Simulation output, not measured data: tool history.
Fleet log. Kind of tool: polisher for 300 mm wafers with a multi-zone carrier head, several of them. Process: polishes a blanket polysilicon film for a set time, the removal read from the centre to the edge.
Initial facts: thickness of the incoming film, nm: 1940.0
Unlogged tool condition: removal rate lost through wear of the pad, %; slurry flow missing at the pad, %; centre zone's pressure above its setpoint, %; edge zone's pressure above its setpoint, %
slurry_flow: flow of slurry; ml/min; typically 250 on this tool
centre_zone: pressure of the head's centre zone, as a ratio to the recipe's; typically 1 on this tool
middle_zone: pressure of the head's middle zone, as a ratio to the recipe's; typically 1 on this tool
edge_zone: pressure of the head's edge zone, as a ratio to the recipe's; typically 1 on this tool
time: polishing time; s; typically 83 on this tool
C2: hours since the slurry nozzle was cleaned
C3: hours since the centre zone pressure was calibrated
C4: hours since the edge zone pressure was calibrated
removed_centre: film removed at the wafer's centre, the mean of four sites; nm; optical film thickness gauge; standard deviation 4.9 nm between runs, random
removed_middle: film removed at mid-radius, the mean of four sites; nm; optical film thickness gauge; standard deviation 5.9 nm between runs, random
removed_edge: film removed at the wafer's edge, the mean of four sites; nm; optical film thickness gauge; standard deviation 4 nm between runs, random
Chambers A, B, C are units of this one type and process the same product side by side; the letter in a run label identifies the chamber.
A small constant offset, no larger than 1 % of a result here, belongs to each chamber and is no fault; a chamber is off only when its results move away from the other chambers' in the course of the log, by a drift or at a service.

run 1B hour=10.9 | slurry_flow=250 centre_zone=1 middle_zone=1 edge_zone=1 time=83 | wafers_polished_on_this_pad=302 C2=302.2 C3=336.6 C4=900.2 | removed_centre=393.16 removed_middle=396.33 removed_edge=392.22
run 2A hour=22 | slurry_flow=250 centre_zone=1 middle_zone=1 edge_zone=1 time=83 | wafers_polished_on_this_pad=723 C2=170.2 C3=234.1 C4=505.3 | removed_centre=391.19 removed_middle=391.37 removed_edge=393.73
-- hour=22.5 chamber C: edge zone pressure recalibrated
-- hour=28.9 chamber B: centre zone pressure recalibrated
run 3C hour=28.9 | slurry_flow=250 centre_zone=1 middle_zone=1 edge_zone=1 time=83 | wafers_polished_on_this_pad=1512 C2=186.1 C3=462.5 C4=6.4 | removed_centre=402.81 removed_middle=393.12 removed_edge=394.99
-- hour=30 chamber C: worn pad replaced by a new one
run 4C hour=37.6 | slurry_flow=250 centre_zone=1 middle_zone=1 edge_zone=1 time=83 | wafers_polished_on_this_pad=73 C2=194.8 C3=471.2 C4=15.1 | removed_centre=398.12 removed_middle=393.69 removed_edge=395.77
-- hour=42.1 chamber A: slurry nozzle cleaned
run 5B hour=47.9 | slurry_flow=250 centre_zone=1 middle_zone=1 edge_zone=1 time=83 | wafers_polished_on_this_pad=657 C2=339.2 C3=19.1 C4=937.2 | removed_centre=390.44 removed_middle=390.37 removed_edge=391.97
run 6A hour=53.1 | slurry_flow=250 centre_zone=1 middle_zone=1 edge_zone=1 time=83 | wafers_polished_on_this_pad=1021 C2=11 C3=265.2 C4=536.4 | removed_centre=391.07 removed_middle=401.68 removed_edge=394.07
run 7C hour=63.5 | slurry_flow=250 centre_zone=1 middle_zone=1.11 edge_zone=1 time=83 | wafers_polished_on_this_pad=321 C2=220.7 C3=497.1 C4=41 | removed_centre=405.66 removed_middle=434.7 removed_edge=399.41
-- hour=69.1 chamber C: slurry nozzle cleaned
run 8B hour=72.3 | slurry_flow=250 centre_zone=1 middle_zone=1.11 edge_zone=1 time=83 | wafers_polished_on_this_pad=891 C2=363.6 C3=43.5 C4=961.6 | removed_centre=399.01 removed_middle=429.78 removed_edge=395.51
run 9A hour=78.1 | slurry_flow=250 centre_zone=1 middle_zone=1.11 edge_zone=1 time=83 | wafers_polished_on_this_pad=1261 C2=36 C3=290.2 C4=561.4 | removed_centre=399.82 removed_middle=429.13 removed_edge=389.67
-- hour=85.7 chamber B: edge zone pressure recalibrated
run 10A hour=88.1 | slurry_flow=250 centre_zone=1 middle_zone=1 edge_zone=1 time=83 | wafers_polished_on_this_pad=1357 C2=46 C3=300.2 C4=571.4 | removed_centre=395.16 removed_middle=398.79 removed_edge=388.99
run 11B hour=97.2 | slurry_flow=250 centre_zone=1 middle_zone=0.92 edge_zone=1 time=83 | wafers_polished_on_this_pad=1129 C2=388.5 C3=68.4 C4=11.6 | removed_centre=388.67 removed_middle=359.83 removed_edge=386.52
-- hour=97.9 chamber B: worn pad replaced by a new one
run 12C hour=106.8 | slurry_flow=250 centre_zone=1 middle_zone=0.92 edge_zone=1 time=83 | wafers_polished_on_this_pad=736 C2=37.7 C3=540.4 C4=84.3 | removed_centre=396.34 removed_middle=364.74 removed_edge=395.03
-- hour=107.7 chamber A: worn pad replaced by a new one
run 13A hour=114.9 | slurry_flow=250 centre_zone=1 middle_zone=0.92 edge_zone=1 time=83 | wafers_polished_on_this_pad=69 C2=72.8 C3=327 C4=598.2 | removed_centre=389.62 removed_middle=360.47 removed_edge=394.36
run 14B hour=123.8 | slurry_flow=250 centre_zone=1 middle_zone=0.94 edge_zone=1.06 time=83 | wafers_polished_on_this_pad=248 C2=415.1 C3=95 C4=38.2 | removed_centre=393.12 removed_middle=376.58 removed_edge=412.18
run 15C hour=132.5 | slurry_flow=250 centre_zone=1 middle_zone=0.94 edge_zone=1.06 time=83 | wafers_polished_on_this_pad=982 C2=63.4 C3=566.1 C4=110 | removed_centre=408.84 removed_middle=375.1 removed_edge=410.59
run 16B hour=141.2 | slurry_flow=250 centre_zone=1 middle_zone=0.94 edge_zone=1.06 time=83 | wafers_polished_on_this_pad=414 C2=432.5 C3=112.4 C4=55.6 | removed_centre=392.95 removed_middle=374.95 removed_edge=414.62
run 17A hour=146.8 | slurry_flow=250 centre_zone=1 middle_zone=1 edge_zone=1 time=83 | wafers_polished_on_this_pad=375 C2=104.7 C3=358.9 C4=630.1 | removed_centre=392.19 removed_middle=404.43 removed_edge=392.32
run 18C hour=155.8 | slurry_flow=250 centre_zone=1 middle_zone=1 edge_zone=1 time=83 | wafers_polished_on_this_pad=1205 C2=86.7 C3=589.4 C4=133.3 | removed_centre=409.76 removed_middle=403.2 removed_edge=394.6
run 19B hour=162.6 | slurry_flow=250 centre_zone=1 middle_zone=1 edge_zone=1 time=83 | wafers_polished_on_this_pad=619 C2=453.9 C3=133.8 C4=77 | removed_centre=388.18 removed_middle=396.17 removed_edge=398.24
run 20A hour=171.9 | slurry_flow=250 centre_zone=1 middle_zone=0.94 edge_zone=1 time=72 | wafers_polished_on_this_pad=615 C2=129.8 C3=384 C4=655.2 | removed_centre=331.88 removed_middle=314.61 removed_edge=343.47
-- hour=173.4 chamber C: worn pad replaced by a new one
run 21C hour=180.5 | slurry_flow=250 centre_zone=1 middle_zone=0.94 edge_zone=1 time=72 | wafers_polished_on_this_pad=68 C2=111.4 C3=614.1 C4=158 | removed_centre=363.13 removed_middle=323.52 removed_edge=346.23
run 22B hour=190.6 | slurry_flow=250 centre_zone=1 middle_zone=0.94 edge_zone=1 time=72 | wafers_polished_on_this_pad=888 C2=481.9 C3=161.8 C4=105 | removed_centre=333 removed_middle=326.24 removed_edge=342.82
run 23C hour=200.5 | slurry_flow=250 centre_zone=1 middle_zone=1 edge_zone=1 time=83 | wafers_polished_on_this_pad=259 C2=131.4 C3=634.1 C4=178 | removed_centre=423.3 removed_middle=390.94 removed_edge=394.85

Each of the 3 chambers runs these same settings next. Fill in every chamber's results:
run 24A hour=208.5 | slurry_flow=250 centre_zone=1 middle_zone=1 edge_zone=1 time=83 | removed_centre=? removed_middle=? removed_edge=?
run 24B hour=208.5 | slurry_flow=250 centre_zone=1 middle_zone=1 edge_zone=1 time=83 | removed_centre=? removed_middle=? removed_edge=?
run 24C hour=208.5 | slurry_flow=250 centre_zone=1 middle_zone=1 edge_zone=1 time=83 | removed_centre=? removed_middle=? removed_edge=?

run=24A removed_centre=386.04 removed_middle=394.46 removed_edge=391.58
run=24B removed_centre=396.37 removed_middle=389.84 removed_edge=395.32
run=24C removed_centre=420.04 removed_middle=401 removed_edge=397.12

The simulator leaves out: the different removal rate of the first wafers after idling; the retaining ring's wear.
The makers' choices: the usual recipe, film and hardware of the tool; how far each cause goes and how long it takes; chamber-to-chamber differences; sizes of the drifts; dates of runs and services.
